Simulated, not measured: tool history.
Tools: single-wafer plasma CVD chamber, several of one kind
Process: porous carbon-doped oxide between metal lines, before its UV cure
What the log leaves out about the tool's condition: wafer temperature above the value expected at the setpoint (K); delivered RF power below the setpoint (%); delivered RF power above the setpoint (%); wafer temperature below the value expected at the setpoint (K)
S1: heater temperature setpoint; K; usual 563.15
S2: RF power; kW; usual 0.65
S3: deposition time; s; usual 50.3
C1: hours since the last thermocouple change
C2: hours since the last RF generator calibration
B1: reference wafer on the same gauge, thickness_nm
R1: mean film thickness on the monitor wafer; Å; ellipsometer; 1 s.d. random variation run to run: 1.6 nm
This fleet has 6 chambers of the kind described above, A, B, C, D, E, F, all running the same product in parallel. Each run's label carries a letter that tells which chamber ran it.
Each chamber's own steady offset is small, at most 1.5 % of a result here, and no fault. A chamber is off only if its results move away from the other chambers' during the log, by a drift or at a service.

run	hour	S1	S2	S3	C1	C2	B1	R1
# hour 0.4: chamber B: RF generator calibrated
1D	6.1	563.15	0.65	50.3	428.4	49.2	301.69	3362.3
2F	16.7	563.15	0.65	50.3	1227.4	385.7	302.29	3368.3
3B	30	563.15	0.65	50.3	2164.8	29.6	302.2	3381.6
4C	41.7	563.15	0.65	50.3	109.6	731.9	302.11	3326.4
5A	48.1	563.15	0.65	50.3	917.8	887.4	302.01	3412.9
6E	54.1	563.15	0.65	50.3	879.1	1518.1	302.23	3402.3
7D	60.4	563.15	0.65	50.3	482.7	103.5	302.12	3367.5
8C	69.3	563.15	0.65	50.3	137.2	759.5	302.43	3356.7
9E	79.8	563.15	0.65	50.3	904.8	1543.8	301.84	3400.3
10B	89	553.15	0.65	44.7	2223.8	88.6	301.93	3229.3
11A	95.1	553.15	0.65	44.7	964.8	934.4	301.6	3242.8
12F	106.8	553.15	0.65	44.7	1317.5	475.8	302.01	3195.1
13B	115.8	553.15	0.65	44.7	2250.6	115.4	302.19	3191.8
14F	129.1	553.15	0.65	44.7	1339.8	498.1	301.8	3215.9
15E	136.8	553.15	0.65	44.7	961.8	1600.8	302.29	3240.5
16A	142.8	563.15	0.65	50.3	1012.5	982.1	301.83	3435.1
17C	151.1	563.15	0.65	50.3	219	841.3	301.88	3345
18D	157.4	563.15	0.65	50.3	579.7	200.5	301.77	3387.9
19A	167.1	549.15	0.65	43.7	1036.8	1006.4	301.48	3243.3
20C	174.7	549.15	0.65	43.7	242.6	864.9	301.86	3171.2
21B	186.9	549.15	0.65	43.7	2321.7	186.5	302.04	3211.3
22E	195.7	549.15	0.65	43.7	1020.7	1659.7	301.97	3220.9
23D	209.1	549.15	0.65	43.7	631.4	252.2	302.15	3195.8
24F	218.1	549.15	0.65	43.7	1428.8	587.1	302.2	3226.1
25C	230.9	563.15	0.65	50.3	298.8	921.1	301.78	3325.3
26F	239.4	563.15	0.65	50.3	1450.1	608.4	301.9	3376.2
27D	247.2	563.15	0.65	50.3	669.5	290.3	302.13	3363.8
28E	259.4	563.15	0.65	50.3	1084.4	1723.4	301.96	3402.1
29A	266.4	563.15	0.65	50.3	1136.1	1105.7	301.62	3408.7
30B	274.6	563.15	0.65	50.3	2409.4	274.2	301.81	3382.8
# hour 281.7: chamber A: thermocouple changed; heater temperature recalibrated
31A	284.3	563.15	0.65	50.3	2.6	1123.6	301.84	3417.1
32B	291.7	563.15	0.65	50.3	2426.5	291.3	302.31	3363.4
33E	304.7	563.15	0.65	50.3	1129.7	1768.7	301.94	3424.2
# hour 306.3: chamber C: RF generator calibrated
# hour 306.9: chamber B: thermocouple changed; heater temperature recalibrated
34D	318	577.15	0.65	55.2	740.3	361.1	302.08	3408.7
35F	328.9	577.15	0.65	55.2	1539.6	697.9	302.26	3422.5
36C	342.2	577.15	0.65	55.2	410.1	36	301.83	3377
37B	349.6	577.15	0.65	55.2	42.7	349.2	302.24	3425.3
38D	357	577.15	0.65	55.2	779.3	400.1	301.93	3410.7

Which is it: a chamber that has drifted or been left off by a service, a gauge drift common to all chambers, or only each chamber's usual small offset? If a chamber is off, name it and its likeliest cause.

Neither any chamber nor the gauge drifts; the chambers differ only by their own small, steady offsets.
